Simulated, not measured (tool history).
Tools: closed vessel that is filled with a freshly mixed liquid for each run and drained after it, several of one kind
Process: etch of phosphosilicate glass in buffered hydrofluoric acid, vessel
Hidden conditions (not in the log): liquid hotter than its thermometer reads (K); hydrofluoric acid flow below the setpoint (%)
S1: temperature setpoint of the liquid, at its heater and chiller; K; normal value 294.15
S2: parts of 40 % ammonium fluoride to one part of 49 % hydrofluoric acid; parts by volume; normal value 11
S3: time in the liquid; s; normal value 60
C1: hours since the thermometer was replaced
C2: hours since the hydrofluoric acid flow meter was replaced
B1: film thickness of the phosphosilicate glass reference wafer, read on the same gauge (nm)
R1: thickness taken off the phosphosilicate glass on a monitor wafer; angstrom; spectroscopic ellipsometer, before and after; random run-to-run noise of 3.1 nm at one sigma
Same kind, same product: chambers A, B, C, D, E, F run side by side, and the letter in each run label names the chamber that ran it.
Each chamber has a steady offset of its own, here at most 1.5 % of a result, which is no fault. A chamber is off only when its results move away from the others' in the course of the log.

run	hour	S1	S2	S3	C1	C2	B1	R1
1D	12.4	294.15	11	60	16.9	1742.1	119.99	3347.7
2A	24.7	294.15	11	60	272.3	1683	119.98	3353.2
3C	33.6	294.15	11	60	603.6	153.9	119.99	3321.8
4F	43.1	294.15	11	60	533.3	403.1	120.01	3307.2
# hour 51.2: chamber D: hydrofluoric acid flow meter replaced
5E	54.8	294.15	11	60	652.4	482.6	120.01	3347.9
6B	63.9	294.15	11	60	161.2	400.7	120.02	3363.9
7B	75.8	294.15	11	60	173.1	412.6	119.95	3322.9
8A	83.5	294.15	11	60	331.1	1741.8	119.99	3280.6
9D	91.2	294.15	11	60	95.7	40	120	3370.5
10E	102.5	294.15	11	60	700.1	530.3	119.95	3292.1
11F	114.9	294.15	11	60	605.1	474.9	119.98	3316
12C	123.8	294.15	11	60	693.8	244.1	119.99	3321.5
13C	137.1	298.15	11	95	707.1	257.4	119.98	6684.7
14A	149	298.15	11	95	396.6	1807.3	120	6500.8
15E	162.2	298.15	11	95	759.8	590	119.98	6511.8
16B	174.5	298.15	11	95	271.8	511.3	120	6605.7
17D	188.1	298.15	11	95	192.6	136.9	119.98	6626.4
18F	202.7	298.15	11	95	692.9	562.7	120	6532.7
19F	217	294.15	11	60	707.2	577	119.96	3278
20E	224.5	294.15	11	60	822.1	652.3	120.01	3351.4
21D	239	294.15	11	60	243.5	187.8	120	3367.4
22A	246.7	294.15	11	60	494.3	1905	119.99	3294.3
23B	256.6	294.15	11	60	353.9	593.4	120	3285.2
24C	269.5	294.15	11	60	839.5	389.8	119.99	3389.7
25C	277.6	294.15	11	60	847.6	397.9	120	3381.5
26E	290.4	294.15	11	60	888	718.2	120.01	3417.6
27B	300.3	294.15	11	60	397.6	637.1	120.01	3332.9
28D	309.3	294.15	11	60	313.8	258.1	120.04	3353.1
29A	324.1	294.15	11	60	571.7	1982.4	119.99	3306.6
30F	331.1	294.15	11	60	821.3	691.1	120.01	3345.3
31D	338.3	294.15	11	60	342.8	287.1	120.02	3344.3
32F	350.6	294.15	11	60	840.8	710.6	119.98	3297.4
33C	362.8	294.15	11	60	932.8	483.1	119.99	3305.1
34B	376.2	294.15	11	60	473.5	713	119.98	3372.5
35A	387.5	294.15	11	60	635.1	2045.8	120.03	3345.8
36E	397.9	294.15	11	60	995.5	825.7	119.98	3617.2
37F	404.8	294.15	11	60	895	764.8	120.02	3370.8
38C	419.4	294.15	11	60	989.4	539.7	120	3344.1
39E	433	294.15	11	60	1030.6	860.8	119.96	3649.2
40D	441.4	294.15	11	60	445.9	390.2	119.98	3335.9
41A	454.9	294.15	11	60	702.5	2113.2	120	3348.1
42B	462.4	294.15	11	60	559.7	799.2	119.97	3324.4
43D	474	294.15	11	60	478.5	422.8	119.98	3408.8
44E	485.3	294.15	11	60	1082.9	913.1	120	3694.6

Is one chamber out of step, is the gauge drifting, or do the chambers differ by no more than their own small offsets? For an off chamber, give its letter and the likeliest cause.

Chamber E drifts away from the others.
What lies behind it: liquid hotter than its thermometer reads (K) = 1.95.
From this log alone, it may not be told apart from: hydrofluoric acid flow above the setpoint (%).

Below are 4 candidate recipes for chamber E's next run, each the usual settings with a change, their results shown as question marks. Which of them brings E's results back in line with what the other chambers give on the usual settings?
In line means no further than this from the other chambers' mean on the usual settings: R1 110 angstrom
45E-1	496.3	294.15	10.5	60				?
45E-2	496.3	294.65	11	65				?
45E-3	496.3	293.15	11	60				?
45E-4	496.3	292.15	11	60				?

The mean the other chambers reach with the usual settings: R1 3334.8 angstrom
run	R1
45E-1	3900.3
45E-2	4151.1
45E-3	3532.2
45E-4	3345.3
45E-4 brings the chamber back in line.
